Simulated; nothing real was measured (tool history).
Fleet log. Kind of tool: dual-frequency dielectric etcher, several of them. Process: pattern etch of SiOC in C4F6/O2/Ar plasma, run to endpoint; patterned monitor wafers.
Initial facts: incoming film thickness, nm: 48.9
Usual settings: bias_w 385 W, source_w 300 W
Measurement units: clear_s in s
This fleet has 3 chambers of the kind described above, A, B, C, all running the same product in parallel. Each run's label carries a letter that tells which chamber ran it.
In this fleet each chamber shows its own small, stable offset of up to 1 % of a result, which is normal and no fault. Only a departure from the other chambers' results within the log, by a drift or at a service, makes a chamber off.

run   hour  bias_w  source_w  clear_s
 1C     10     385       300   20.176
 2A     20     385       300   20.217
 3B     34     385       300   20.413
 4C   48.1     385       300   20.234
 5A   59.5     385       300   20.179
 6B     72     385       300   20.414
 7C   79.1     385       300   20.181
 8A   86.1     385       300    20.17
 9B   97.8     385       300   20.372
10B    106     385       300   20.223
11C  113.7     385       300   20.273
12A  125.2     385       300   20.314
13B  139.9     385       300   20.188
     145.2  -- chamber C: wet clean of the chamber
14A  150.7     385       300   20.227
15C  163.4     385       300   20.012
16A  170.3     385       300     20.3
17C  183.9     385       300   20.212
18B  198.8     385       270   20.825
19A  206.2     385       270   20.968
20C  220.5     385       270     20.9
21B  232.8     385       300   19.897
22C  245.2     356       230   23.034
23B  252.1     356       230   22.655
24A  267.4     356       230   22.992
25A  277.8     385       300    20.18
26C  291.1     385       300   20.365
27B    304     385       300   19.682
28B  315.3     385       300   19.699
29C  324.5     385       300   20.264
30A  335.5     385       300   20.097
31B  343.3     385       300   19.686
32A  354.3     385       300   20.139
33C  369.3     385       300   20.123
34C  376.1     385       300   20.054

What goes on in this fleet: one chamber off, a drifting gauge, or nothing beyond the chambers' own small offsets? Name the chamber and the cause, if any.

It is chamber B that slowly wanders off from its peers.
What lies behind it: etch rate over this chamber's usual, % = 4.17.

Here are 4 candidates for chamber B's next run, each the usual settings with a change, their results left as question marks. Which one brings its results back in line with what the others give on the usual settings?
In line here means within this much of the mean the other chambers give on the usual settings: clear_s 0.36 s
35B-1  387.1     419       330        ?
35B-2  387.1     385       250        ?
35B-3  387.1     347       300        ?
35B-4  387.1     402       320        ?

Other chambers, usual settings, mean: clear_s 20.194 s
  run  clear_s
35B-1   18.185
35B-2   20.839
35B-3    20.21
35B-4   18.682
With 35B-3, the chamber falls back in line with the rest.
